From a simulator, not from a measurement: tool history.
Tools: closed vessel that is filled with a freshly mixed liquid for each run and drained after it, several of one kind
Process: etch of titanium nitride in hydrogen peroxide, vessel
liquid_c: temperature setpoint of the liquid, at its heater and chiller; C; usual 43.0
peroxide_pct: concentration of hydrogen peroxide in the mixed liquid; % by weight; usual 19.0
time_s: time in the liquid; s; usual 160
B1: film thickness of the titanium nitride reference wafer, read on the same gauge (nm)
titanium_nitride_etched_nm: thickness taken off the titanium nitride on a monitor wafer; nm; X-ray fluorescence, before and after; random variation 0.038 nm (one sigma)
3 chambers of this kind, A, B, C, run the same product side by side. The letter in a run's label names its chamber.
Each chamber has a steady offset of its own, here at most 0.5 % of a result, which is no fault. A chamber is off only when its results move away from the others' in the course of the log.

Run 1C, hour 5.3: usual settings; B1 69.984. Result: titanium_nitride_etched_nm 6.1848 nm.
Run 2A, hour 14.3: usual settings; B1 69.983. Result: titanium_nitride_etched_nm 6.1637 nm.
Run 3B, hour 20.5: usual settings; B1 70.004. Result: titanium_nitride_etched_nm 6.2412 nm.
Run 4B, hour 29.2: usual settings; B1 70.005. Result: titanium_nitride_etched_nm 6.2648 nm.
Run 5A, hour 36.2: usual settings; B1 69.993. Result: titanium_nitride_etched_nm 6.1843 nm.
Run 6C, hour 44.0: usual settings; B1 69.992. Result: titanium_nitride_etched_nm 6.2393 nm.
At hour 49.6: chamber A: thermometer replaced.
Run 7C, hour 52.7: usual settings; B1 70.013. Result: titanium_nitride_etched_nm 6.2456 nm.
Run 8A, hour 62.5: usual settings; B1 70.010. Result: titanium_nitride_etched_nm 6.1772 nm.
Run 9B, hour 69.2: usual settings; B1 70.000. Result: titanium_nitride_etched_nm 6.2490 nm.
Run 10A, hour 74.1: usual settings; B1 69.989. Result: titanium_nitride_etched_nm 6.1948 nm.
Run 11B, hour 80.5: usual settings; B1 69.986. Result: titanium_nitride_etched_nm 6.2572 nm.
Run 12C, hour 86.4: usual settings but time_s 90 s; B1 69.994. Result: titanium_nitride_etched_nm 3.5148 nm.
Run 13B, hour 91.5: usual settings but time_s 90 s; B1 70.006. Result: titanium_nitride_etched_nm 3.4845 nm.
Run 14A, hour 98.3: usual settings but time_s 90 s; B1 69.995. Result: titanium_nitride_etched_nm 3.5065 nm.
At hour 99.4: chamber B: peroxide flow meter replaced.
Run 15C, hour 102.8: usual settings but liquid_c 38.0 C, time_s 115 s; B1 70.001. Result: titanium_nitride_etched_nm 3.0589 nm.
Run 16A, hour 109.1: usual settings but liquid_c 38.0 C, time_s 115 s; B1 69.993. Result: titanium_nitride_etched_nm 3.0133 nm.
Run 17C, hour 114.8: usual settings but liquid_c 38.0 C, time_s 115 s; B1 70.001. Result: titanium_nitride_etched_nm 3.0156 nm.
Run 18B, hour 120.2: usual settings; B1 69.994. Result: titanium_nitride_etched_nm 6.2615 nm.
Run 19B, hour 124.8: usual settings but time_s 225 s; B1 70.023. Result: titanium_nitride_etched_nm 8.7264 nm.
Run 20C, hour 131.9: usual settings but time_s 225 s; B1 70.015. Result: titanium_nitride_etched_nm 8.6340 nm.
At hour 135.8: chamber A: peroxide flow meter replaced.
Run 21A, hour 137.7: usual settings but time_s 225 s; B1 69.978. Result: titanium_nitride_etched_nm 8.7179 nm.
Run 22C, hour 145.2: usual settings; B1 70.007. Result: titanium_nitride_etched_nm 6.2460 nm.
Run 23B, hour 153.9: usual settings; B1 70.012. Result: titanium_nitride_etched_nm 6.2695 nm.
Run 24A, hour 160.2: usual settings; B1 70.008. Result: titanium_nitride_etched_nm 6.1887 nm.
Run 25C, hour 168.5: usual settings; B1 69.993. Result: titanium_nitride_etched_nm 6.2302 nm.
Run 26B, hour 173.5: usual settings; B1 70.006. Result: titanium_nitride_etched_nm 6.1846 nm.
At hour 178.8: chamber A: new drum of peroxide connected.
Run 27A, hour 181.3: usual settings but liquid_c 37.5 C, time_s 120 s; B1 70.010. Result: titanium_nitride_etched_nm 3.0254 nm.
Run 28B, hour 188.5: usual settings but liquid_c 37.5 C, time_s 120 s; B1 70.007. Result: titanium_nitride_etched_nm 3.0791 nm.
Run 29C, hour 196.6: usual settings but liquid_c 37.5 C, time_s 120 s; B1 69.982. Result: titanium_nitride_etched_nm 3.0339 nm.
Run 30A, hour 203.7: usual settings; B1 69.988. Result: titanium_nitride_etched_nm 6.2122 nm.
Run 31C, hour 209.4: usual settings; B1 70.002. Result: titanium_nitride_etched_nm 6.1788 nm.
Run 32A, hour 217.5: usual settings but liquid_c 52.0 C, peroxide_pct 16.5 % by weight; B1 69.996. Result: titanium_nitride_etched_nm 11.6760 nm.
Run 33B, hour 226.4: usual settings but liquid_c 52.0 C, peroxide_pct 16.5 % by weight; B1 70.019. Result: titanium_nitride_etched_nm 11.6700 nm.
Run 34A, hour 234.6: usual settings but liquid_c 52.0 C, peroxide_pct 16.5 % by weight; B1 70.003. Result: titanium_nitride_etched_nm 11.6620 nm.
Run 35B, hour 241.4: usual settings; B1 69.997. Result: titanium_nitride_etched_nm 6.1839 nm.
Run 36C, hour 246.4: usual settings; B1 70.010. Result: titanium_nitride_etched_nm 6.1762 nm.
Run 37B, hour 252.4: usual settings; B1 69.998. Result: titanium_nitride_etched_nm 6.2217 nm.

All 3 chambers run these settings next. Forecast each chamber's results:
Run 38A, hour 259.5: usual settings but liquid_c 36.0 C. Result: titanium_nitride_etched_nm ?.
Run 38B, hour 259.5: usual settings but liquid_c 36.0 C. Result: titanium_nitride_etched_nm ?.
Run 38C, hour 259.5: usual settings but liquid_c 36.0 C. Result: titanium_nitride_etched_nm ?.

run  titanium_nitride_etched_nm
38A                      3.6110
38B                      3.6411
38C                      3.6246
